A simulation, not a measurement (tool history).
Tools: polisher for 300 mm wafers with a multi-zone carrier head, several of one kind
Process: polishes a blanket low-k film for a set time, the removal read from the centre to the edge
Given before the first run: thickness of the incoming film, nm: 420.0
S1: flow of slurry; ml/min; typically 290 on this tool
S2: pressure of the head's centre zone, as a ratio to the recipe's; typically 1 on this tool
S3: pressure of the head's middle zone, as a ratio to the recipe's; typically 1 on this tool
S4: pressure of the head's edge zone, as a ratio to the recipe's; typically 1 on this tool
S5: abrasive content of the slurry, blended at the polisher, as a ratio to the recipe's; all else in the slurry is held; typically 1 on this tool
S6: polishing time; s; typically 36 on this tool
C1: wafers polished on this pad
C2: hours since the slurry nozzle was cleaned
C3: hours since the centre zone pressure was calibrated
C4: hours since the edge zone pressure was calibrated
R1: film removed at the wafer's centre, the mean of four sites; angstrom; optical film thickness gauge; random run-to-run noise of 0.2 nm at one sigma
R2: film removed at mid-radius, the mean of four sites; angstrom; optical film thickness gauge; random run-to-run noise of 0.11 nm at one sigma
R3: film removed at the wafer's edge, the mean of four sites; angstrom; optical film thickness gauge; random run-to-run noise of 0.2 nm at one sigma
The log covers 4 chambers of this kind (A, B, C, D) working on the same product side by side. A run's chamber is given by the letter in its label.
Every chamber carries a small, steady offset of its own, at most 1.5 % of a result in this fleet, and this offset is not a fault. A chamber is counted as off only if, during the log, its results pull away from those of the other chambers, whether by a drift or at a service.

run	hour	S1	S2	S3	S4	S5	S6	C1	C2	C3	C4	R1	R2	R3
1A	4.4	290	1	1	1	1	36	1586	614	698.9	268	152.07	154.32	154.58
# hour 5.7: chamber A: worn pad replaced by a new one
2B	10.3	290	1	1	1	1	36	1349	444.6	1222.7	227.6	150.72	156.99	155.93
3C	14	290	1	1	1	1	36	740	794.9	276	1188.4	157.23	154.35	153.29
# hour 14.8: chamber C: slurry nozzle cleaned
4D	18.5	290	1	1	1	1	36	621	191.8	631.1	106.2	155.49	152.62	154.8
5C	23	290	1	1	1	1	36	813	8.2	285	1197.4	157.39	154.41	154.54
# hour 23.3: chamber C: worn pad replaced by a new one
6D	28.5	290	1	1	1	1	36	703	201.8	641.1	116.2	151.27	150.91	151.68
7B	34.4	290	1	1	1	1	36	1545	468.7	1246.8	251.7	153.12	155.53	154.77
8A	37.1	290	1	1	1	1	36	256	646.7	731.6	300.7	153.35	153.05	152.88
# hour 38.7: chamber B: slurry nozzle cleaned
9C	42.5	290	1	1	0.9	1	36	157	27.7	304.5	1216.9	153.8	156.06	147.62
10A	46.7	290	1	1	0.9	1	36	334	656.3	741.2	310.3	151.42	153.63	147.19
# hour 52.1: chamber B: worn pad replaced by a new one
11D	52.1	290	1	1	0.9	1	36	896	225.4	664.7	139.8	156.2	152.55	142.27
12B	56.4	290	1	1	0.9	1	36	35	17.8	1268.8	273.7	148.98	155.12	144.55
13C	60.6	290	1	1	1	1	36	304	45.8	322.6	1235	155.8	153.18	151.82
# hour 63.7: chamber D: worn pad replaced by a new one
14D	64.5	290	1	1	1	1	36	6	237.8	677.1	152.2	155.47	152.08	152.46
15B	67.2	290	1	1	1	1	36	123	28.6	1279.6	284.5	155.02	154.97	154.04
16A	71.4	290	1	1	1	1	36	536	681	765.9	335	155.64	153.18	153.46
17C	77.4	290	1	1	1	1	36	442	62.6	339.4	1251.8	151.89	153.67	152.65
18B	80.5	290	1	1	1	1	36	231	41.9	1292.9	297.8	152.2	155.44	155.48
19D	83.9	290	1	1	1	1	36	164	257.2	696.5	171.6	157.02	150.51	152.4
20A	88.2	290	1	1	1	1	36	673	697.8	782.7	351.8	152.54	153.44	154.17
# hour 89: chamber A: centre zone pressure recalibrated
21D	93.4	290	1	1	1	1	36	242	266.7	706	181.1	157.58	152.91	156.06
22C	97.8	290	1	1	1	1	36	608	83	359.8	1272.2	156.38	156.3	154.2
23A	101.9	290	1	1	1	1	36	785	711.5	12.9	365.5	156.48	152.33	152.55
# hour 103.5: chamber B: centre zone pressure recalibrated
24B	105.7	290	1	1	1	1	36	437	67.1	2.2	323	177.71	153.87	152.02
25A	108.7	290	1	1	1	1	36	840	718.3	19.7	372.3	153.96	153.78	152.62
26B	111.5	290	1	1	1	1	36	484	72.9	8	328.8	171.97	155.69	156.23
27D	114.6	290	1	1	1	1	43	415	287.9	727.2	202.3	185.81	180.97	179.55
28C	117.4	290	1	1	1	1	43	768	102.6	379.4	1291.8	183.36	182.14	183.05
29C	123.3	290	1	1	1	1	43	816	108.5	385.3	1297.7	183.6	184.31	182.85
30B	126.2	290	1	1	1	1	43	604	87.6	22.7	343.5	204.13	182.76	183.83
# hour 127.9: chamber C: worn pad replaced by a new one
31D	129.2	290	1	1	1	1	36	534	302.5	741.8	216.9	155.04	152.08	152.31
32A	133.7	290	1	1	1	1	36	1044	743.3	44.7	397.3	152.63	153.83	155.52
33D	138.7	290	1	1	1	1	36	611	312	751.3	226.4	155.96	151.82	153.51
34B	141.6	290	1	1	1	1	36	730	103	38.1	358.9	167.63	154.35	157.68
35A	146.9	290	1	1	1	1	36	1152	756.5	57.9	410.5	156.42	153.02	153.23
# hour 151.8: chamber A: slurry nozzle cleaned
36C	152.6	290	1	1	1	1	36	201	137.8	414.6	1327	157.06	152.84	154.95
37B	156.3	290	1	1	1	1	36	850	117.7	52.8	373.6	170.69	154.04	152.04
38A	161	290	1	1	1	1	36	1267	9.3	72	424.6	153.9	155.84	154.3
39C	164.2	290	1	1	1	1	36	296	149.4	426.2	1338.6	153.04	154.48	154.14
40D	169.4	260	1	1	1	1	27	862	342.7	782	257.1	114.43	112.15	114.67
41C	174.2	260	1	1	1	1	27	377	159.4	436.2	1348.6	113.73	114.06	113.84

All 4 chambers run these settings next. Forecast each chamber's results:
42A	178.5	290	1	1	1	0.85	36					?	?	?
42B	178.5	290	1	1	1	0.85	36					?	?	?
42C	178.5	290	1	1	1	0.85	36					?	?	?
42D	178.5	290	1	1	1	0.85	36					?	?	?

run	R1	R2	R3
42A	143.47	143.7	142.23
42B	158.66	141.37	141
42C	141.05	143.9	142.09
42D	144.6	139.69	144.27

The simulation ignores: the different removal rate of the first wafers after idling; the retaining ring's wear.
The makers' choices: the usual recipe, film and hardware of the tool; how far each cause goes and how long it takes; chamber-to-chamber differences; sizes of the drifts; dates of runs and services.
